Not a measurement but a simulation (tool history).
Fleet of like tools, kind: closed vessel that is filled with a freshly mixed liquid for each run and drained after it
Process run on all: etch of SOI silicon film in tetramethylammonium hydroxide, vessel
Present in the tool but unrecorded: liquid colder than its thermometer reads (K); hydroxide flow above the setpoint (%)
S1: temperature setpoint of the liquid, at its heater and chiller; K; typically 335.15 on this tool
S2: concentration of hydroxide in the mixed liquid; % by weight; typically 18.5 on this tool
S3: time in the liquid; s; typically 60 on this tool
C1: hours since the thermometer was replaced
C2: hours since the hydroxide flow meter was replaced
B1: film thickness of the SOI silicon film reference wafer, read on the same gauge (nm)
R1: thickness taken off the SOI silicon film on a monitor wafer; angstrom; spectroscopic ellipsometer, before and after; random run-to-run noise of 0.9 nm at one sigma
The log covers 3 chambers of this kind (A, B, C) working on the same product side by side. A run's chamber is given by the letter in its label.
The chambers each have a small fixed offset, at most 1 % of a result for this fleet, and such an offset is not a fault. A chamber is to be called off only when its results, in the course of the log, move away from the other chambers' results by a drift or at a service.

run 1B day=0.192 | S1=335.15 S2=18.5 S3=60 | C1=975.2 C2=997.3 | B1=69.981 | R1=2131.7
run 2C day=0.308 | S1=335.15 S2=18.5 S3=60 | C1=1112 C2=530.7 | B1=69.979 | R1=2151
run 3A day=0.454 | S1=335.15 S2=18.5 S3=60 | C1=519.8 C2=584.3 | B1=69.969 | R1=2159.6
run 4C day=0.588 | S1=335.15 S2=18.5 S3=60 | C1=1118.7 C2=537.4 | B1=69.968 | R1=2162
run 5B day=0.733 | S1=335.15 S2=18.5 S3=60 | C1=988.2 C2=1010.3 | B1=70.017 | R1=2150.4
run 6A day=0.854 | S1=335.15 S2=18.5 S3=60 | C1=529.4 C2=593.9 | B1=69.998 | R1=2164.2
run 7B day=0.983 | S1=335.15 S2=18.5 S3=60 | C1=994.2 C2=1016.3 | B1=69.976 | R1=2152.1
run 8A day=1.204 | S1=335.15 S2=18.5 S3=60 | C1=537.8 C2=602.3 | B1=69.943 | R1=2157.8
run 9C day=1.342 | S1=335.15 S2=18.5 S3=60 | C1=1136.8 C2=555.5 | B1=70.019 | R1=2145.3
run 10C day=1.558 | S1=335.15 S2=18.5 S3=60 | C1=1142 C2=560.7 | B1=70.025 | R1=2136.1
run 11A day=1.771 | S1=335.15 S2=18.5 S3=60 | C1=551.4 C2=615.9 | B1=69.97 | R1=2143.2
run 12B day=1.879 | S1=335.15 S2=18.5 S3=60 | C1=1015.7 C2=1037.8 | B1=69.982 | R1=2141.9
run 13A day=2.075 | S1=335.15 S2=18.5 S3=60 | C1=558.7 C2=623.2 | B1=70.046 | R1=2162.4
run 14C day=2.246 | S1=335.15 S2=18.5 S3=60 | C1=1158.5 C2=577.2 | B1=69.996 | R1=2124.6
run 15B day=2.4 | S1=335.15 S2=18.5 S3=60 | C1=1028.2 C2=1050.3 | B1=69.952 | R1=2131.5
run 16A day=2.562 | S1=335.15 S2=18.5 S3=60 | C1=570.4 C2=634.9 | B1=70.033 | R1=2160.6
run 17C day=2.675 | S1=335.15 S2=18.5 S3=60 | C1=1168.8 C2=587.5 | B1=69.978 | R1=2112.8
run 18B day=2.892 | S1=335.15 S2=18.5 S3=60 | C1=1040 C2=1062.1 | B1=70.005 | R1=2139.3
run 19B day=3.033 | S1=335.15 S2=18.5 S3=60 | C1=1043.4 C2=1065.5 | B1=70.052 | R1=2145.1
run 20C day=3.192 | S1=335.15 S2=18.5 S3=60 | C1=1181.2 C2=599.9 | B1=70.001 | R1=2119.4
run 21A day=3.4 | S1=335.15 S2=18.5 S3=30 | C1=590.5 C2=655 | B1=70.043 | R1=1088.6
run 22C day=3.592 | S1=335.15 S2=18.5 S3=30 | C1=1190.8 C2=609.5 | B1=69.952 | R1=1048.3
run 23A day=3.817 | S1=335.15 S2=18.5 S3=30 | C1=600.5 C2=665 | B1=70.027 | R1=1080.5
run 24B day=3.979 | S1=335.15 S2=18.5 S3=60 | C1=1066.1 C2=1088.2 | B1=69.942 | R1=2152.9
run 25C day=4.108 | S1=335.15 S2=18.5 S3=60 | C1=1203.2 C2=621.9 | B1=69.976 | R1=2091.8
run 26B day=4.229 | S1=335.15 S2=18.5 S3=60 | C1=1072.1 C2=1094.2 | B1=69.962 | R1=2149.5
run 27A day=4.358 | S1=335.15 S2=18.5 S3=60 | C1=613.5 C2=678 | B1=70.027 | R1=2153.1
run 28B day=4.475 | S1=335.15 S2=18.5 S3=60 | C1=1078 C2=1100.1 | B1=69.957 | R1=2150.4

One chamber off, gauge drift, or nothing amiss beyond the chambers' own small offsets? If it is a chamber, which one, and what is the likeliest cause?

Little by little, chamber C moves away from the other chambers.
Likeliest cause: liquid colder than its thermometer reads (K) = 0.53.
The log might look much the same if the cause were instead: hydroxide flow above the setpoint (%).

Which of the 4 candidates below, each the usual settings with something changed and its results left as question marks, puts chamber C back in line with what the other chambers give on the usual settings?
Allowed miss from the other chambers' usual-settings mean, per result, to count as in line: R1 31 angstrom
run 29C-1 day=4.638 | S1=335.15 S2=19 S3=60 | R1=?
run 29C-2 day=4.638 | S1=335.65 S2=18.5 S3=60 | R1=?
run 29C-3 day=4.638 | S1=334.65 S2=18.5 S3=60 | R1=?
run 29C-4 day=4.638 | S1=335.15 S2=18 S3=60 | R1=?

Average result of the remaining chambers running the usual settings: R1 2152.4 angstrom
run=29C-1 R1=2062.5
run=29C-2 R1=2151.9
run=29C-3 R1=2023.1
run=29C-4 R1=2110.7
The right change is 29C-2: it brings the chamber back within the allowed miss of the others.
